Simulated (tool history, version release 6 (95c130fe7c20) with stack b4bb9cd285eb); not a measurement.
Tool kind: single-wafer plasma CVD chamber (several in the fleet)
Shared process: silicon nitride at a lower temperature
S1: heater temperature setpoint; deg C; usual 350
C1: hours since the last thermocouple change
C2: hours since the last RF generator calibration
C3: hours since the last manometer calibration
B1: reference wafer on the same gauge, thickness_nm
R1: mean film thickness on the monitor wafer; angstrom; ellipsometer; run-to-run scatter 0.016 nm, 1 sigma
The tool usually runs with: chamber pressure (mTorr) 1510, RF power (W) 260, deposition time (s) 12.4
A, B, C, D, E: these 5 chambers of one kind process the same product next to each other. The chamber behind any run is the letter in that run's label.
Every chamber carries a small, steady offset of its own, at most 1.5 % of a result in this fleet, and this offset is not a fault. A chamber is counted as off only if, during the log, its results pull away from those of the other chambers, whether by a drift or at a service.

{"run": "1A", "day": 0.404, "S1": 350, "chamber pressure (mTorr)": 1510, "RF power (W)": 260, "deposition time (s)": 12.4, "C1": 431.2, "C2": 1747.8, "C3": 178.8, "B1": 13.807, "R1": 130.8}
{"run": "2D", "day": 0.738, "S1": 350, "chamber pressure (mTorr)": 1510, "RF power (W)": 260, "deposition time (s)": 12.4, "C1": 974.9, "C2": 1664.3, "C3": 1698.2, "B1": 13.802, "R1": 128.47}
{"run": "3B", "day": 1.0, "S1": 350, "chamber pressure (mTorr)": 1510, "RF power (W)": 260, "deposition time (s)": 12.4, "C1": 1560.4, "C2": 554.4, "C3": 1160.1, "B1": 13.804, "R1": 130.66}
{"run": "4C", "day": 1.412, "S1": 350, "chamber pressure (mTorr)": 1510, "RF power (W)": 260, "deposition time (s)": 12.4, "C1": 406.5, "C2": 1243.5, "C3": 881.4, "B1": 13.802, "R1": 130.22}
{"run": "5E", "day": 1.708, "S1": 350, "chamber pressure (mTorr)": 1220, "RF power (W)": 215, "deposition time (s)": 12.4, "C1": 209.0, "C2": 582.8, "C3": 815.7, "B1": 13.808, "R1": 106.9}
{"run": "6C", "day": 2.054, "S1": 350, "chamber pressure (mTorr)": 1220, "RF power (W)": 215, "deposition time (s)": 12.4, "C1": 421.9, "C2": 1258.9, "C3": 896.8, "B1": 13.807, "R1": 106.81}
{"run": "7B", "day": 2.608, "S1": 350, "chamber pressure (mTorr)": 1220, "RF power (W)": 215, "deposition time (s)": 12.4, "C1": 1599.0, "C2": 593.0, "C3": 1198.7, "B1": 13.807, "R1": 107.5}
{"run": "8E", "day": 3.129, "S1": 350, "chamber pressure (mTorr)": 1220, "RF power (W)": 215, "deposition time (s)": 12.4, "C1": 243.1, "C2": 616.9, "C3": 849.8, "B1": 13.813, "R1": 107.16}
{"run": "9D", "day": 3.383, "S1": 350, "chamber pressure (mTorr)": 1220, "RF power (W)": 215, "deposition time (s)": 12.4, "C1": 1038.4, "C2": 1727.8, "C3": 1761.7, "B1": 13.814, "R1": 104.89}
{"run": "10A", "day": 3.912, "S1": 350, "chamber pressure (mTorr)": 1510, "RF power (W)": 260, "deposition time (s)": 12.4, "C1": 515.4, "C2": 1832.0, "C3": 263.0, "B1": 13.816, "R1": 130.79}
{"run": "11B", "day": 4.346, "S1": 350, "chamber pressure (mTorr)": 1510, "RF power (W)": 260, "deposition time (s)": 12.4, "C1": 1640.7, "C2": 634.7, "C3": 1240.4, "B1": 13.817, "R1": 130.73}
{"run": "12D", "day": 4.638, "S1": 350, "chamber pressure (mTorr)": 1510, "RF power (W)": 260, "deposition time (s)": 12.4, "C1": 1068.5, "C2": 1757.9, "C3": 1791.8, "B1": 13.819, "R1": 128.59}
{"run": "13C", "day": 5.038, "S1": 350, "chamber pressure (mTorr)": 1510, "RF power (W)": 260, "deposition time (s)": 12.4, "C1": 493.5, "C2": 1330.5, "C3": 968.4, "B1": 13.821, "R1": 130.49}
{"run": "14E", "day": 5.325, "S1": 350, "chamber pressure (mTorr)": 1790, "RF power (W)": 260, "deposition time (s)": 12.4, "C1": 295.8, "C2": 669.6, "C3": 902.5, "B1": 13.825, "R1": 136.46}
{"day": 5.762, "done": "chamber C: RF generator calibrated"}
{"run": "15A", "day": 5.875, "S1": 350, "chamber pressure (mTorr)": 1790, "RF power (W)": 260, "deposition time (s)": 12.4, "C1": 562.5, "C2": 1879.1, "C3": 310.1, "B1": 13.823, "R1": 136.93}
{"run": "16D", "day": 6.267, "S1": 350, "chamber pressure (mTorr)": 1790, "RF power (W)": 260, "deposition time (s)": 12.4, "C1": 1107.6, "C2": 1797.0, "C3": 1830.9, "B1": 13.828, "R1": 135.03}
{"run": "17E", "day": 6.55, "S1": 350, "chamber pressure (mTorr)": 1790, "RF power (W)": 260, "deposition time (s)": 12.4, "C1": 325.2, "C2": 699.0, "C3": 931.9, "B1": 13.832, "R1": 136.47}
{"run": "18B", "day": 7.054, "S1": 350, "chamber pressure (mTorr)": 1790, "RF power (W)": 260, "deposition time (s)": 12.4, "C1": 1705.7, "C2": 699.7, "C3": 1305.4, "B1": 13.832, "R1": 137.13}
{"run": "19A", "day": 7.425, "S1": 350, "chamber pressure (mTorr)": 1510, "RF power (W)": 260, "deposition time (s)": 12.4, "C1": 599.7, "C2": 1916.3, "C3": 347.3, "B1": 13.83, "R1": 130.84}
{"run": "20C", "day": 7.858, "S1": 350, "chamber pressure (mTorr)": 1510, "RF power (W)": 310, "deposition time (s)": 12.4, "C1": 561.2, "C2": 50.4, "C3": 1036.1, "B1": 13.833, "R1": 147.95}
{"run": "21A", "day": 8.233, "S1": 350, "chamber pressure (mTorr)": 1510, "RF power (W)": 310, "deposition time (s)": 12.4, "C1": 619.1, "C2": 1935.7, "C3": 366.7, "B1": 13.836, "R1": 147.5}
{"run": "22D", "day": 8.75, "S1": 350, "chamber pressure (mTorr)": 1510, "RF power (W)": 310, "deposition time (s)": 12.4, "C1": 1167.2, "C2": 1856.6, "C3": 1890.5, "B1": 13.834, "R1": 145.27}
{"run": "23B", "day": 9.15, "S1": 350, "chamber pressure (mTorr)": 1510, "RF power (W)": 310, "deposition time (s)": 12.4, "C1": 1756.0, "C2": 750.0, "C3": 1355.7, "B1": 13.84, "R1": 148.01}
{"run": "24E", "day": 9.592, "S1": 350, "chamber pressure (mTorr)": 1510, "RF power (W)": 310, "deposition time (s)": 12.4, "C1": 398.2, "C2": 772.0, "C3": 1004.9, "B1": 13.839, "R1": 146.91}
{"run": "25C", "day": 9.854, "S1": 350, "chamber pressure (mTorr)": 1510, "RF power (W)": 260, "deposition time (s)": 12.4, "C1": 609.1, "C2": 98.3, "C3": 1084.0, "B1": 13.84, "R1": 131.16}
{"run": "26E", "day": 10.267, "S1": 350, "chamber pressure (mTorr)": 1510, "RF power (W)": 300, "deposition time (s)": 13.8, "C1": 414.4, "C2": 788.2, "C3": 1021.1, "B1": 13.847, "R1": 160.21}
{"run": "27B", "day": 10.671, "S1": 350, "chamber pressure (mTorr)": 1510, "RF power (W)": 300, "deposition time (s)": 13.8, "C1": 1792.5, "C2": 786.5, "C3": 1392.2, "B1": 13.851, "R1": 160.95}
{"run": "28D", "day": 11.121, "S1": 350, "chamber pressure (mTorr)": 1510, "RF power (W)": 300, "deposition time (s)": 13.8, "C1": 1224.1, "C2": 1913.5, "C3": 1947.4, "B1": 13.848, "R1": 158.67}
{"run": "29A", "day": 11.554, "S1": 350, "chamber pressure (mTorr)": 1510, "RF power (W)": 300, "deposition time (s)": 13.8, "C1": 698.8, "C2": 2015.4, "C3": 446.4, "B1": 13.853, "R1": 161.15}
{"day": 11.854, "done": "chamber B: thermocouple changed; heater temperature recalibrated"}
{"run": "30C", "day": 11.904, "S1": 350, "chamber pressure (mTorr)": 1510, "RF power (W)": 300, "deposition time (s)": 13.8, "C1": 658.3, "C2": 147.5, "C3": 1133.2, "B1": 13.851, "R1": 161.12}
{"run": "31A", "day": 12.354, "S1": 350, "chamber pressure (mTorr)": 1510, "RF power (W)": 260, "deposition time (s)": 12.4, "C1": 718.0, "C2": 2034.6, "C3": 465.6, "B1": 13.853, "R1": 131.13}
{"run": "32C", "day": 12.738, "S1": 359, "chamber pressure (mTorr)": 1510, "RF power (W)": 300, "deposition time (s)": 12.4, "C1": 678.3, "C2": 167.5, "C3": 1153.2, "B1": 13.856, "R1": 144.35}
{"run": "33D", "day": 13.125, "S1": 359, "chamber pressure (mTorr)": 1510, "RF power (W)": 300, "deposition time (s)": 12.4, "C1": 1272.2, "C2": 1961.6, "C3": 1995.5, "B1": 13.857, "R1": 141.97}
{"run": "34B", "day": 13.525, "S1": 359, "chamber pressure (mTorr)": 1510, "RF power (W)": 300, "deposition time (s)": 12.4, "C1": 40.1, "C2": 855.0, "C3": 1460.7, "B1": 13.86, "R1": 144.32}
{"run": "35E", "day": 14.008, "S1": 359, "chamber pressure (mTorr)": 1510, "RF power (W)": 300, "deposition time (s)": 12.4, "C1": 504.2, "C2": 878.0, "C3": 1110.9, "B1": 13.859, "R1": 143.47}
{"run": "36D", "day": 14.312, "S1": 359, "chamber pressure (mTorr)": 1510, "RF power (W)": 300, "deposition time (s)": 12.4, "C1": 1300.7, "C2": 1990.1, "C3": 2024.0, "B1": 13.859, "R1": 142.09}
{"run": "37B", "day": 14.867, "S1": 350, "chamber pressure (mTorr)": 1510, "RF power (W)": 260, "deposition time (s)": 12.4, "C1": 72.3, "C2": 887.2, "C3": 1492.9, "B1": 13.862, "R1": 131.32}
{"run": "38E", "day": 15.167, "S1": 350, "chamber pressure (mTorr)": 1510, "RF power (W)": 260, "deposition time (s)": 12.4, "C1": 532.0, "C2": 905.8, "C3": 1138.7, "B1": 13.864, "R1": 130.73}
{"run": "39A", "day": 15.429, "S1": 350, "chamber pressure (mTorr)": 1510, "RF power (W)": 260, "deposition time (s)": 12.4, "C1": 791.8, "C2": 2108.4, "C3": 539.4, "B1": 13.867, "R1": 131.25}
{"run": "40C", "day": 15.9, "S1": 350, "chamber pressure (mTorr)": 1510, "RF power (W)": 260, "deposition time (s)": 14.3, "C1": 754.2, "C2": 243.4, "C3": 1229.1, "B1": 13.869, "R1": 151.31}

Has any chamber moved away from the others, gradually or after a service, or does the common gauge drift, or do the chambers differ only by their own small steady offsets? State the chamber and the most likely cause if one applies.

Every chamber seems to shift together because the gauge that measures them all drifts; the chambers themselves are fine.
Cause: gauge reads high (%) = 0.504.
